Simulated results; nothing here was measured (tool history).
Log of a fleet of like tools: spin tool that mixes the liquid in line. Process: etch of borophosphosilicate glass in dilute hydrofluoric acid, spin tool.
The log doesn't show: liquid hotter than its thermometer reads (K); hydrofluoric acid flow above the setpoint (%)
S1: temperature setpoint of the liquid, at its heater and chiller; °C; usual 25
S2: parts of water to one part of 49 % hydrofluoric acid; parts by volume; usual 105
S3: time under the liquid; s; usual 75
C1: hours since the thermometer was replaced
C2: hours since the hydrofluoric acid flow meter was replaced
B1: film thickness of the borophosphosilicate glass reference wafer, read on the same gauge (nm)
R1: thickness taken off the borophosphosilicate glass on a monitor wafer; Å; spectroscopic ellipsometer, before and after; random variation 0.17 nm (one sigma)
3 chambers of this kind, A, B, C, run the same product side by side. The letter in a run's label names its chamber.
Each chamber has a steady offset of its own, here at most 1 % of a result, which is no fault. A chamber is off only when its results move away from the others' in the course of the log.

| run | hour | S1 | S2 | S3 | C1 | C2 | B1 | R1 |
|---|---|---|---|---|---|---|---|---|
| 1B | 5.1 | 25 | 105 | 75 | 2013.6 | 1701.4 | 30.002 | 366.9 |
| 2C | 11.3 | 25 | 105 | 75 | 679 | 349.4 | 30.005 | 370.18 |
| 3A | 16.9 | 25 | 105 | 75 | 2053.4 | 989.6 | 29.987 | 367.24 |
| 4C | 23 | 25 | 105 | 75 | 690.7 | 361.1 | 30.006 | 365.7 |
| 5B | 29 | 25 | 105 | 75 | 2037.5 | 1725.3 | 30.015 | 367.7 |
| 6A | 34.2 | 25 | 105 | 75 | 2070.7 | 1006.9 | 29.998 | 367.53 |
|  | 38.8 | chamber C: thermometer replaced |
| 7A | 39.9 | 25 | 105 | 75 | 2076.4 | 1012.6 | 30.011 | 367.66 |
| 8C | 46.9 | 25 | 105 | 75 | 8.1 | 385 | 30.031 | 366.62 |
| 9B | 54.3 | 25 | 105 | 75 | 2062.8 | 1750.6 | 30 | 369.13 |
| 10B | 60.9 | 25 | 105 | 75 | 2069.4 | 1757.2 | 29.978 | 366.01 |
| 11A | 65.5 | 25 | 105 | 75 | 2102 | 1038.2 | 30.033 | 368.41 |
| 12C | 72.9 | 29.5 | 105 | 75 | 34.1 | 411 | 30.004 | 436.99 |
| 13A | 77.1 | 29.5 | 105 | 75 | 2113.6 | 1049.8 | 29.995 | 438.63 |
| 14C | 84 | 29.5 | 105 | 75 | 45.2 | 422.1 | 30.008 | 438.28 |
| 15B | 91 | 25 | 105 | 75 | 2099.5 | 1787.3 | 29.993 | 370 |
| 16B | 98.3 | 25 | 105 | 75 | 2106.8 | 1794.6 | 30.016 | 367.34 |
| 17A | 102.5 | 25 | 105 | 75 | 2139 | 1075.2 | 30.005 | 368.38 |
| 18C | 109.7 | 25 | 105 | 75 | 70.9 | 447.8 | 30.007 | 369.8 |
| 19A | 114.4 | 25 | 105 | 75 | 2150.9 | 1087.1 | 29.996 | 367.67 |
| 20B | 119 | 25 | 105 | 75 | 2127.5 | 1815.3 | 29.977 | 366.72 |
| 21C | 126 | 25 | 105 | 75 | 87.2 | 464.1 | 30.004 | 372.11 |
| 22B | 129.8 | 25 | 105 | 75 | 2138.3 | 1826.1 | 30.003 | 366.23 |
| 23A | 135.5 | 25 | 105 | 75 | 2172 | 1108.2 | 30.016 | 365.82 |
| 24C | 141.8 | 25 | 105 | 75 | 103 | 479.9 | 30.016 | 372.36 |
|  | 145.6 | chamber A: hydrofluoric acid flow meter replaced |
| 25C | 146.9 | 25 | 105 | 75 | 108.1 | 485 | 29.997 | 368.65 |
| 26A | 152.4 | 25 | 105 | 75 | 2188.9 | 6.9 | 30.032 | 367.55 |
|  | 153.1 | chamber B: hydrofluoric acid flow meter replaced |
| 27B | 156.5 | 25 | 105 | 75 | 2165 | 3.5 | 29.995 | 368.23 |
| 28C | 164 | 25 | 105 | 75 | 125.2 | 502.1 | 29.999 | 371.76 |
| 29B | 169.3 | 25 | 70 | 35 | 2177.8 | 16.3 | 29.997 | 270.53 |
| 30A | 174.8 | 25 | 70 | 35 | 2211.3 | 29.3 | 29.992 | 271.71 |
| 31C | 180.6 | 25 | 70 | 35 | 141.8 | 518.7 | 29.985 | 275.33 |
| 32B | 185.7 | 25 | 105 | 75 | 2194.2 | 32.7 | 30.017 | 368.47 |
|  | 190.3 | chamber B: thermometer replaced |
| 33A | 191.2 | 25 | 105 | 75 | 2227.7 | 45.7 | 29.995 | 367.65 |
| 34C | 195.8 | 25 | 105 | 75 | 157 | 533.9 | 29.994 | 370.76 |
| 35A | 202.4 | 25 | 105 | 75 | 2238.9 | 56.9 | 29.999 | 370.07 |
| 36B | 206.4 | 25 | 105 | 75 | 16.1 | 53.4 | 30.021 | 365.65 |
| 37A | 210.8 | 25 | 105 | 75 | 2247.3 | 65.3 | 30.005 | 367.38 |
| 38C | 216.4 | 25 | 105 | 75 | 177.6 | 554.5 | 30.008 | 375.88 |
| 39B | 221.2 | 25 | 105 | 75 | 30.9 | 68.2 | 29.996 | 362.47 |
| 40C | 227 | 27 | 130 | 75 | 188.2 | 565.1 | 29.991 | 317.51 |

Next, every chamber runs the same settings. What will each give?
| 41A | 232.4 | 25 | 105 | 75 |  |  |  | ? |
| 41B | 232.4 | 25 | 105 | 75 |  |  |  | ? |
| 41C | 232.4 | 25 | 105 | 75 |  |  |  | ? |

| run | R1 |
|---|---|
| 41A | 367.72 |
| 41B | 365.05 |
| 41C | 373.42 |
